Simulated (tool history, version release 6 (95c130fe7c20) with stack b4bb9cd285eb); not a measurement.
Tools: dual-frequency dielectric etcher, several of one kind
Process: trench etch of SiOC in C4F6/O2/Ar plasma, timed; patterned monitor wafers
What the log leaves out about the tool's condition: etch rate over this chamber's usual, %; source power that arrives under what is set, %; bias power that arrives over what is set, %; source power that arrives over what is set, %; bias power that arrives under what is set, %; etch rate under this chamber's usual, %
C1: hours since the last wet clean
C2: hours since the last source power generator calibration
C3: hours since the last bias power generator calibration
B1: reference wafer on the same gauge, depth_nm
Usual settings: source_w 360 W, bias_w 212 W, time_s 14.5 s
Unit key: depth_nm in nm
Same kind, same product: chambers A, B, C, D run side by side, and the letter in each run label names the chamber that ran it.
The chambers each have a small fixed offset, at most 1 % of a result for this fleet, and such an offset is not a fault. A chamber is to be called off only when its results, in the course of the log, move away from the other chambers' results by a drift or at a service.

Run 1C, hour 4.5: usual settings; C1 301.5; C2 205.6; C3 597.1; B1 35.696. Result: depth_nm 30.304 nm.
Run 2B, hour 7.5: usual settings; C1 37.2; C2 9.0; C3 1264.5; B1 35.704. Result: depth_nm 30.216 nm.
Run 3A, hour 10.4: usual settings; C1 187.7; C2 266.9; C3 20.1; B1 35.671. Result: depth_nm 30.528 nm.
Run 4D, hour 13.2: usual settings; C1 112.3; C2 1545.4; C3 674.1; B1 35.688. Result: depth_nm 30.548 nm.
Run 5C, hour 17.3: usual settings; C1 314.3; C2 218.4; C3 609.9; B1 35.667. Result: depth_nm 30.359 nm.
Run 6A, hour 20.3: usual settings; C1 197.6; C2 276.8; C3 30.0; B1 35.675. Result: depth_nm 30.560 nm.
Run 7D, hour 23.4: usual settings; C1 122.5; C2 1555.6; C3 684.3; B1 35.665. Result: depth_nm 30.523 nm.
Run 8B, hour 26.2: usual settings but source_w 440 W, time_s 16.5 s; C1 55.9; C2 27.7; C3 1283.2; B1 35.665. Result: depth_nm 37.136 nm.
Run 9B, hour 30.4: usual settings but source_w 440 W, time_s 16.5 s; C1 60.1; C2 31.9; C3 1287.4; B1 35.681. Result: depth_nm 37.167 nm.
Run 10A, hour 33.8: usual settings but source_w 440 W, time_s 16.5 s; C1 211.1; C2 290.3; C3 43.5; B1 35.666. Result: depth_nm 37.412 nm.
Run 11D, hour 36.5: usual settings but source_w 440 W, time_s 16.5 s; C1 135.6; C2 1568.7; C3 697.4; B1 35.648. Result: depth_nm 37.650 nm.
Run 12C, hour 40.6: usual settings; C1 337.6; C2 241.7; C3 633.2; B1 35.632. Result: depth_nm 30.295 nm.
Run 13D, hour 45.4: usual settings; C1 144.5; C2 1577.6; C3 706.3; B1 35.631. Result: depth_nm 30.547 nm.
Run 14C, hour 50.3: usual settings; C1 347.3; C2 251.4; C3 642.9; B1 35.645. Result: depth_nm 30.231 nm.
Run 15A, hour 52.7: usual settings but source_w 400 W, bias_w 193 W; C1 230.0; C2 309.2; C3 62.4; B1 35.629. Result: depth_nm 30.675 nm.
Run 16B, hour 57.6: usual settings but source_w 400 W, bias_w 193 W; C1 87.3; C2 59.1; C3 1314.6; B1 35.625. Result: depth_nm 30.533 nm.
Run 17A, hour 60.6: usual settings but source_w 400 W, bias_w 193 W; C1 237.9; C2 317.1; C3 70.3; B1 35.620. Result: depth_nm 30.723 nm.
At hour 64.5: chamber C: wet clean of the chamber.
Run 18D, hour 65.9: usual settings but source_w 400 W, bias_w 193 W; C1 165.0; C2 1598.1; C3 726.8; B1 35.606. Result: depth_nm 30.876 nm.
Run 19C, hour 70.8: usual settings; C1 6.4; C2 271.9; C3 663.4; B1 35.626. Result: depth_nm 30.195 nm.
Run 20B, hour 76.1: usual settings; C1 105.8; C2 77.6; C3 1333.1; B1 35.603. Result: depth_nm 30.149 nm.
Run 21C, hour 80.0: usual settings; C1 15.6; C2 281.1; C3 672.6; B1 35.592. Result: depth_nm 30.266 nm.
Run 22B, hour 82.8: usual settings; C1 112.5; C2 84.3; C3 1339.8; B1 35.609. Result: depth_nm 30.188 nm.
Run 23A, hour 85.8: usual settings; C1 263.1; C2 342.3; C3 95.5; B1 35.589. Result: depth_nm 30.358 nm.
Run 24D, hour 89.2: usual settings; C1 188.3; C2 1621.4; C3 750.1; B1 35.583. Result: depth_nm 30.499 nm.
Run 25C, hour 94.0: usual settings; C1 29.6; C2 295.1; C3 686.6; B1 35.578. Result: depth_nm 30.197 nm.
Run 26B, hour 97.7: usual settings; C1 127.4; C2 99.2; C3 1354.7; B1 35.590. Result: depth_nm 30.116 nm.
Run 27A, hour 101.7: usual settings; C1 279.0; C2 358.2; C3 111.4; B1 35.560. Result: depth_nm 30.366 nm.
Run 28D, hour 106.4: usual settings; C1 205.5; C2 1638.6; C3 767.3; B1 35.557. Result: depth_nm 30.480 nm.
Run 29B, hour 110.3: usual settings; C1 140.0; C2 111.8; C3 1367.3; B1 35.555. Result: depth_nm 30.040 nm.
Run 30D, hour 115.5: usual settings but source_w 400 W, time_s 11.0 s; C1 214.6; C2 1647.7; C3 776.4; B1 35.557. Result: depth_nm 24.059 nm.
Run 31A, hour 119.0: usual settings but source_w 400 W, time_s 11.0 s; C1 296.3; C2 375.5; C3 128.7; B1 35.542. Result: depth_nm 24.011 nm.
Run 32C, hour 123.9: usual settings but source_w 400 W, time_s 11.0 s; C1 59.5; C2 325.0; C3 716.5; B1 35.533. Result: depth_nm 23.831 nm.
Run 33C, hour 128.7: usual settings but source_w 400 W, time_s 11.0 s; C1 64.3; C2 329.8; C3 721.3; B1 35.528. Result: depth_nm 23.813 nm.
Run 34B, hour 133.2: usual settings; C1 162.9; C2 134.7; C3 1390.2; B1 35.526. Result: depth_nm 30.059 nm.
Run 35D, hour 136.1: usual settings; C1 235.2; C2 1668.3; C3 797.0; B1 35.525. Result: depth_nm 30.411 nm.
Run 36A, hour 139.4: usual settings; C1 316.7; C2 395.9; C3 149.1; B1 35.531. Result: depth_nm 30.319 nm.
Run 37D, hour 142.9: usual settings but bias_w 177 W; C1 242.0; C2 1675.1; C3 803.8; B1 35.505. Result: depth_nm 28.695 nm.
Run 38B, hour 147.5: usual settings but bias_w 177 W; C1 177.2; C2 149.0; C3 1404.5; B1 35.517. Result: depth_nm 28.329 nm.
Run 39C, hour 150.8: usual settings but bias_w 177 W; C1 86.4; C2 351.9; C3 743.4; B1 35.519. Result: depth_nm 28.517 nm.
Run 40A, hour 154.6: usual settings but bias_w 177 W; C1 331.9; C2 411.1; C3 164.3; B1 35.516. Result: depth_nm 28.612 nm.
Run 41A, hour 159.6: usual settings; C1 336.9; C2 416.1; C3 169.3; B1 35.491. Result: depth_nm 30.348 nm.

What goes on in this fleet: one chamber off, a drifting gauge, or nothing beyond the chambers' own small offsets? Name the chamber and the cause, if any.

No chamber is off; the gauge reading every chamber's wafers drifts, which makes the whole fleet appear to move together.
Cause: gauge reads low (%) = 0.595.

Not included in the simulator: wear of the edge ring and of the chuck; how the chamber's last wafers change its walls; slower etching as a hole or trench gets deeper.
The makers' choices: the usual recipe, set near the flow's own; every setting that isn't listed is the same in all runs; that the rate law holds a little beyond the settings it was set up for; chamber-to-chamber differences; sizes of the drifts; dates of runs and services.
